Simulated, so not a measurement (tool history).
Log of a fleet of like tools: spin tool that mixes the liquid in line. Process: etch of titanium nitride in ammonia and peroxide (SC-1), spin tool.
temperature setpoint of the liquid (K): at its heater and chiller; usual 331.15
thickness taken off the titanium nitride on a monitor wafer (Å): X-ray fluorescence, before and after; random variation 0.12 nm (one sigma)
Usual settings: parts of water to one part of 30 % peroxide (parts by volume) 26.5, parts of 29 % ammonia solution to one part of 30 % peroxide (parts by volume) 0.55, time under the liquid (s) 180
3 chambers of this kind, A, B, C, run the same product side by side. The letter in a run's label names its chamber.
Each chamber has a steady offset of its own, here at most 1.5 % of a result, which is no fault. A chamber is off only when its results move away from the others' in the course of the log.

run,hour,temperature setpoint of the liquid (K),parts of water to one part of 30 % peroxide (parts by volume),parts of 29 % ammonia solution to one part of 30 % peroxide (parts by volume),time under the liquid (s),hours since the thermometer was replaced,hours since the ammonia flow meter was replaced,hours since the heated supply line was repaired,hours since the drum of ammonia solution was connected,"read-back film thickness of the titanium nitride reference wafer, read on the same gauge (nm)",thickness taken off the titanium nitride on a monitor wafer (Å)
1B,4.8,331.15,26.5,0.55,180,2040.4,212.1,160.1,597.1,50.022,128.59
2A,8.8,331.15,26.5,0.55,180,782.9,321.2,802.5,700.7,49.977,133.04
3C,12.5,331.15,26.5,0.55,180,739.3,1882.2,285.1,648.2,49.976,129.68
4A,15.3,331.15,26.5,0.55,180,789.4,327.7,809,707.2,49.968,130.55
5C,19,331.15,26.5,0.55,180,745.8,1888.7,291.6,654.7,50,128.68
6B,21.3,331.15,26.5,0.55,180,2056.9,228.6,176.6,613.6,49.978,126.94
7B,26,331.15,26.5,0.55,180,2061.6,233.3,181.3,618.3,50.002,128.14
8A,29.2,331.15,36,0.55,180,803.3,341.6,822.9,721.1,49.991,110.61
9C,31.7,331.15,36,0.55,180,758.5,1901.4,304.3,667.4,50.006,109.7
10C,35.8,331.15,36,0.55,180,762.6,1905.5,308.4,671.5,50.009,109.51
11B,38.8,331.15,26.5,0.55,180,2074.4,246.1,194.1,631.1,49.992,129.62
12A,43.5,331.15,26.5,0.55,180,817.6,355.9,837.2,735.4,49.976,128.74
13C,48.1,331.15,26.5,0.55,180,774.9,1917.8,320.7,683.8,50.009,132.01
14B,52.8,331.15,26.5,0.55,180,2088.4,260.1,208.1,645.1,50.002,127.44
15A,55.6,331.15,26.5,0.55,180,829.7,368,849.3,747.5,49.978,132.9
16B,58.5,331.15,26.5,0.55,180,2094.1,265.8,213.8,650.8,50.03,129
17C,61.1,331.15,26.5,0.55,180,787.9,1930.8,333.7,696.8,50.024,132.82
18A,65,331.15,26.5,0.55,180,839.1,377.4,858.7,756.9,50.007,132.65
19C,68.9,331.15,26.5,0.55,100,795.7,1938.6,341.5,704.6,49.983,75.643
20B,71.3,331.15,26.5,0.55,100,2106.9,278.6,226.6,663.6,50.005,71.457
21A,75.5,331.15,26.5,0.55,100,849.6,387.9,869.2,767.4,49.972,72.727
22A,77.6,331.15,26.5,0.55,180,851.7,390,871.3,769.5,50.022,131.95
23B,80.9,331.15,26.5,0.55,180,2116.5,288.2,236.2,673.2,49.998,128.16
24C,83.4,331.15,26.5,0.55,180,810.2,1953.1,356,719.1,49.968,137.22
25C,86,331.15,26.5,0.55,180,812.8,1955.7,358.6,721.7,50.002,142.24
26A,89.2,331.15,30.5,0.55,180,863.3,401.6,882.9,781.1,50.018,119.52
27B,91.5,331.15,30.5,0.55,180,2127.1,298.8,246.8,683.8,50.007,117.58
28C,95.1,331.15,30.5,0.55,180,821.9,1964.8,367.7,730.8,50.018,132.46
29A,99.3,331.15,26.5,0.55,180,873.4,411.7,893,791.2,49.968,130.15
30B,103.5,331.15,26.5,0.55,180,2139.1,310.8,258.8,695.8,49.99,129.98
31A,106.6,331.15,26.5,0.55,180,880.7,419,900.3,798.5,49.952,129.05

All 3 chambers run these settings next. Forecast each chamber's results:
32A,110.1,331.15,26.5,0.55,180,,,,,,?
32B,110.1,331.15,26.5,0.55,180,,,,,,?
32C,110.1,331.15,26.5,0.55,180,,,,,,?

run,thickness taken off the titanium nitride on a monitor wafer (Å)
32A,132.2
32B,127.06
32C,144.89
